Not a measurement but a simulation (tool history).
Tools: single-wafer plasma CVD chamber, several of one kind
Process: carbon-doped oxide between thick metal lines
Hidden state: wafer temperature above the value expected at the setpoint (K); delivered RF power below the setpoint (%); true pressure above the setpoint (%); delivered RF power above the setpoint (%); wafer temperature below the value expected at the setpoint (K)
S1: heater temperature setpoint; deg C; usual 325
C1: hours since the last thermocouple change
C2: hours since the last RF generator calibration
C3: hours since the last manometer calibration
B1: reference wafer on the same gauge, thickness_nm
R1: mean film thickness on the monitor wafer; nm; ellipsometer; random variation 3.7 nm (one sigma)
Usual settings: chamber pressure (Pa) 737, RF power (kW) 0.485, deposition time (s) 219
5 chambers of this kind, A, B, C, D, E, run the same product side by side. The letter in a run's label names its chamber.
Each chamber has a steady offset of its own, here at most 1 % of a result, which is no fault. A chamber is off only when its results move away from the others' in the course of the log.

Run 1C, hour 3.1: usual settings; C1 443.7; C2 1001.8; C3 779.2; B1 1150.6. Result: R1 1182.3 nm.
Run 2D, hour 5.6: usual settings; C1 101.9; C2 227.1; C3 362; B1 1148.9. Result: R1 1176.9 nm.
Run 3A, hour 10.9: usual settings; C1 58.6; C2 684.5; C3 293.6; B1 1150.3. Result: R1 1185.3 nm.
Run 4B, hour 15: usual settings; C1 346.3; C2 1539.5; C3 305.7; B1 1150.3. Result: R1 1176.7 nm.
Run 5E, hour 17.7: usual settings; C1 23.7; C2 478.8; C3 249.2; B1 1150.1. Result: R1 1177.2 nm.
Run 6D, hour 22.2: usual settings but S1 337 deg C, RF power (kW) 0.425; C1 118.5; C2 243.7; C3 378.6; B1 1149.8. Result: R1 1028.5 nm.
Run 7E, hour 26.4: usual settings but S1 337 deg C, RF power (kW) 0.425; C1 32.4; C2 487.5; C3 257.9; B1 1149.1. Result: R1 1040.9 nm.
Run 8C, hour 31.7: usual settings but S1 337 deg C, RF power (kW) 0.425; C1 472.3; C2 1030.4; C3 807.8; B1 1150. Result: R1 1040.7 nm.
Run 9A, hour 34.2: usual settings but S1 337 deg C, RF power (kW) 0.425; C1 81.9; C2 707.8; C3 316.9; B1 1149.5. Result: R1 1042.5 nm.
Run 10B, hour 38.9: usual settings but S1 337 deg C, RF power (kW) 0.425; C1 370.2; C2 1563.4; C3 329.6; B1 1150.5. Result: R1 1037.7 nm.
Run 11B, hour 41.9: usual settings; C1 373.2; C2 1566.4; C3 332.6; B1 1150.1. Result: R1 1182.2 nm.
Run 12D, hour 46: usual settings but chamber pressure (Pa) 567; C1 142.3; C2 267.5; C3 402.4; B1 1149.3. Result: R1 1119.7 nm.
Run 13E, hour 49.3: usual settings but chamber pressure (Pa) 567; C1 55.3; C2 510.4; C3 280.8; B1 1149.7. Result: R1 1133.9 nm.
Run 14C, hour 51.6: usual settings but chamber pressure (Pa) 567; C1 492.2; C2 1050.3; C3 827.7; B1 1150.3. Result: R1 1133.2 nm.
Run 15A, hour 57: usual settings but chamber pressure (Pa) 567; C1 104.7; C2 730.6; C3 339.7; B1 1150.1. Result: R1 1136.4 nm.
Run 16A, hour 62.3: usual settings but chamber pressure (Pa) 567; C1 110; C2 735.9; C3 345; B1 1150.6. Result: R1 1131.7 nm.
Run 17C, hour 67.3: usual settings; C1 507.9; C2 1066; C3 843.4; B1 1150.5. Result: R1 1178.5 nm.
Run 18E, hour 71.2: usual settings; C1 77.2; C2 532.3; C3 302.7; B1 1150.1. Result: R1 1185 nm.
Run 19D, hour 73.9: usual settings but S1 317 deg C, deposition time (s) 245; C1 170.2; C2 295.4; C3 430.3; B1 1150.4. Result: R1 1343.1 nm.
Run 20B, hour 79.1: usual settings but S1 317 deg C, deposition time (s) 245; C1 410.4; C2 1603.6; C3 369.8; B1 1150.6. Result: R1 1347.6 nm.
Run 21A, hour 83.3: usual settings but S1 317 deg C, deposition time (s) 245; C1 131; C2 756.9; C3 366; B1 1150.3. Result: R1 1366.3 nm.
Run 22B, hour 85.7: usual settings but S1 317 deg C, deposition time (s) 245; C1 417; C2 1610.2; C3 376.4; B1 1150.1. Result: R1 1358.7 nm.
Run 23E, hour 90.2: usual settings but S1 317 deg C, deposition time (s) 245; C1 96.2; C2 551.3; C3 321.7; B1 1150.2. Result: R1 1353.1 nm.
Run 24C, hour 92.8: usual settings; C1 533.4; C2 1091.5; C3 868.9; B1 1150.1. Result: R1 1185.3 nm.
Run 25D, hour 97.5: usual settings; C1 193.8; C2 319; C3 453.9; B1 1150.4. Result: R1 1168.6 nm.
Run 26C, hour 100: usual settings; C1 540.6; C2 1098.7; C3 876.1; B1 1149. Result: R1 1182.1 nm.
Run 27D, hour 102.6: usual settings; C1 198.9; C2 324.1; C3 459; B1 1149.4. Result: R1 1177.5 nm.
Run 28B, hour 107.1: usual settings; C1 438.4; C2 1631.6; C3 397.8; B1 1149.5. Result: R1 1174.7 nm.
Run 29E, hour 110: usual settings; C1 116; C2 571.1; C3 341.5; B1 1149.7. Result: R1 1185.4 nm.
Run 30A, hour 113.9: usual settings; C1 161.6; C2 787.5; C3 396.6; B1 1150.6. Result: R1 1186.1 nm.
Run 31B, hour 116.3: usual settings; C1 447.6; C2 1640.8; C3 407; B1 1150.7. Result: R1 1180.1 nm.
Run 32E, hour 121.5: usual settings; C1 127.5; C2 582.6; C3 353; B1 1149.5. Result: R1 1177.8 nm.
Run 33C, hour 124.3: usual settings; C1 564.9; C2 1123; C3 900.4; B1 1149.4. Result: R1 1180.6 nm.
Run 34D, hour 127.1: usual settings; C1 223.4; C2 348.6; C3 483.5; B1 1150.6. Result: R1 1170.9 nm.
Run 35A, hour 131.4: usual settings; C1 179.1; C2 805; C3 414.1; B1 1149.6. Result: R1 1179.5 nm.
Run 36D, hour 136.4: usual settings; C1 232.7; C2 357.9; C3 492.8; B1 1149.1. Result: R1 1177.6 nm.
Run 37A, hour 140.4: usual settings; C1 188.1; C2 814; C3 423.1; B1 1149.7. Result: R1 1182.6 nm.
Run 38C, hour 144.5: usual settings; C1 585.1; C2 1143.2; C3 920.6; B1 1150.5. Result: R1 1183.9 nm.

Next, every chamber runs the same settings. What will each give?
Run 39A, hour 148.3: usual settings but chamber pressure (Pa) 567. Result: R1 ?.
Run 39B, hour 148.3: usual settings but chamber pressure (Pa) 567. Result: R1 ?.
Run 39C, hour 148.3: usual settings but chamber pressure (Pa) 567. Result: R1 ?.
Run 39D, hour 148.3: usual settings but chamber pressure (Pa) 567. Result: R1 ?.
Run 39E, hour 148.3: usual settings but chamber pressure (Pa) 567. Result: R1 ?.

run      R1
39A  1139.5
39B    1126
39C  1140.5
39D  1127.3
39E  1133.4
